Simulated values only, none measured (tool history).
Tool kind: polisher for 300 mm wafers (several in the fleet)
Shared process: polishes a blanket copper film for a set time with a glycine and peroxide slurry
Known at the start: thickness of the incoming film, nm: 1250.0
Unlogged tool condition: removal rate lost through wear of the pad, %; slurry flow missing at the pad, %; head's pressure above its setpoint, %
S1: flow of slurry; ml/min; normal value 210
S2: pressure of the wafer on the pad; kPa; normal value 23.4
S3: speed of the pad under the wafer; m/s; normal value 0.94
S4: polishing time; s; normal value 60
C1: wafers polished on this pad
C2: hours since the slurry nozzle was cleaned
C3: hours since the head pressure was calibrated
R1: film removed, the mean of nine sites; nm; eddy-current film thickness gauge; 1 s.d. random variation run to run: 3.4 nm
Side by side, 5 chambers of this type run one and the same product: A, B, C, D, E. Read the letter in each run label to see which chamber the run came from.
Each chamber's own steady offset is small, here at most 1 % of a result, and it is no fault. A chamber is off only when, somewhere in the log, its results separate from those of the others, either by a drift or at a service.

run	hour	S1	S2	S3	S4	C1	C2	C3	R1
1C	7.4	210	23.4	0.94	60	431	96.9	198.9	384.88
# hour 8.6: chamber D: worn pad replaced by a new one
2B	16.6	210	23.4	0.94	60	796	377.9	440.7	383.19
# hour 17.9: chamber E: worn pad replaced by a new one
# hour 21.5: chamber B: worn pad replaced by a new one
3D	24.9	210	23.4	0.94	60	215	91.7	270.4	388.56
# hour 31: chamber C: worn pad replaced by a new one
4A	31.9	210	23.4	0.94	60	954	346.7	1246.7	385.19
# hour 36.5: chamber A: worn pad replaced by a new one
5E	46.2	210	23.4	0.94	49	373	120.9	190.9	315.76
6A	56.1	210	23.4	0.94	49	259	370.9	1270.9	313.88
7E	63	210	23.4	0.94	49	595	137.7	207.7	312.57
# hour 67.2: chamber B: slurry nozzle cleaned
8D	70.4	210	23.4	0.94	49	815	137.2	315.9	318.56
9C	78.5	210	23.4	0.94	49	627	168	270	311.31
# hour 83.2: chamber B: worn pad replaced by a new one
10B	90.9	180	23.4	0.94	79	101	23.7	515	500.41
# hour 92: chamber A: head pressure recalibrated
# hour 98.4: chamber A: slurry nozzle cleaned
# hour 99.1: chamber C: worn pad replaced by a new one
# hour 101: chamber D: worn pad replaced by a new one
11A	104.7	180	23.4	0.94	79	900	6.3	12.7	497.74
# hour 105.8: chamber E: worn pad replaced by a new one
12B	115.5	180	23.4	0.94	79	426	48.3	539.6	502.16
# hour 120.9: chamber A: worn pad replaced by a new one
13E	124.6	180	23.4	0.94	79	248	199.3	269.3	491.69
14D	133.9	180	23.4	0.94	79	435	200.7	379.4	505.59
# hour 146: chamber B: worn pad replaced by a new one
15C	148.6	210	23.4	0.94	60	654	238.1	340.1	384.63
# hour 157.5: chamber C: head pressure recalibrated
16E	158.5	210	23.4	0.94	60	695	233.2	303.2	385.84
# hour 165.8: chamber C: worn pad replaced by a new one
17B	171.3	210	23.4	0.94	60	335	104.1	595.4	392.52
# hour 174.6: chamber B: head pressure recalibrated
# hour 176.1: chamber D: slurry nozzle cleaned
18C	180.7	210	23.4	0.94	60	196	270.2	23.2	385.72
# hour 189.2: chamber D: worn pad replaced by a new one
19A	196	210	23.4	0.94	60	992	97.6	104	384.85
# hour 203.1: chamber A: worn pad replaced by a new one
# hour 203.7: chamber E: worn pad replaced by a new one
# hour 205.9: chamber B: worn pad replaced by a new one
20D	210	210	23.4	0.94	60	275	34	455.5	388.57
21D	217.3	210	23.4	0.94	60	372	41.3	462.8	396.32
22A	226.7	210	23.4	0.94	60	312	128.3	134.7	387.07
# hour 227.8: chamber C: worn pad replaced by a new one
23B	235.7	210	23.4	0.94	60	393	168.5	61.1	412.85
24E	250.9	210	23.4	0.94	60	623	325.6	395.6	383.35
25C	261.5	210	23.4	0.94	60	445	351	104	383.84
26A	270.6	210	23.4	0.94	60	891	172.2	178.6	383.24
# hour 271.6: chamber B: worn pad replaced by a new one
27B	279	210	23.4	0.94	60	98	211.8	104.4	419.75
# hour 285.6: chamber E: worn pad replaced by a new one
# hour 289.1: chamber E: slurry nozzle cleaned
28D	290	210	23.4	0.94	60	1331	114	535.5	388.52
# hour 294.6: chamber C: worn pad replaced by a new one
# hour 294.9: chamber E: head pressure recalibrated
29E	296.7	210	23.4	0.94	60	147	7.7	1.9	386.16
30C	305.7	210	23.4	0.94	60	146	395.2	148.2	387.77
31C	318.5	210	23.4	0.94	60	315	408	161	390.47

Next, all 5 chambers run the settings below, one line each with question marks for the results. What does each chamber give?
32A	329.5	210	23.4	0.94	60				?
32B	329.5	210	23.4	0.94	60				?
32C	329.5	210	23.4	0.94	60				?
32D	329.5	210	23.4	0.94	60				?
32E	329.5	210	23.4	0.94	60				?

run	R1
32A	381.04
32B	408.52
32C	383.04
32D	393.23
32E	380.2
